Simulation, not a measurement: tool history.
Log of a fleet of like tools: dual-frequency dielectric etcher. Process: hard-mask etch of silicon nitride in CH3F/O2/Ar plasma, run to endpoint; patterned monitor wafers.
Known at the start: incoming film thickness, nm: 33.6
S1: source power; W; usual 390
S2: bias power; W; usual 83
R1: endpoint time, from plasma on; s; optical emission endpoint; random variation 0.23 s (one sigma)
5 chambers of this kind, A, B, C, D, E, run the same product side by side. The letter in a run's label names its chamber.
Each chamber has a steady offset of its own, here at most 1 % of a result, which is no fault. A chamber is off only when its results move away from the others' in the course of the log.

run	day	S1	S2	R1
1A	0.362	390	83	46.769
2C	0.588	390	83	46.35
3D	0.95	390	83	47.129
4E	1.279	390	83	46.64
5B	1.5	390	83	47.031
6C	1.792	320	69	53.525
# day 1.846: chamber D: wet clean of the chamber
7E	2.225	320	69	54.072
# day 2.571: chamber C: wet clean of the chamber
8B	2.604	320	69	53.677
9D	2.879	320	69	53.956
10A	3.233	320	69	53.164
11E	3.65	430	99	42.302
12C	4.104	430	99	42.086
13A	4.558	430	99	42.215
14B	5.038	430	99	42.761
15D	5.533	430	99	42.537
16C	5.762	390	83	46.806
17D	6.154	390	83	46.993
18B	6.525	390	83	47.109
19A	6.775	390	83	46.725
20E	7.188	390	83	45.992
21B	7.679	390	83	47.329
22D	7.946	390	83	46.894
23C	8.262	390	83	46.351
24E	8.479	390	83	45.979
25A	8.838	390	69	49.778
26B	9.075	390	69	50.447
27C	9.396	390	69	49.284
28A	9.846	390	69	49.676
29E	10.288	390	69	48.045
30D	10.583	390	83	46.929
31E	11.046	390	83	44.753
32B	11.321	390	83	47.211
33C	11.696	390	83	46.662
34A	11.954	390	83	46.726

Next, every chamber runs the same settings. What will each give?
35A	12.312	390	83	?
35B	12.312	390	83	?
35C	12.312	390	83	?
35D	12.312	390	83	?
35E	12.312	390	83	?

run	R1
35A	46.907
35B	47.058
35C	46.575
35D	46.849
35E	44.577
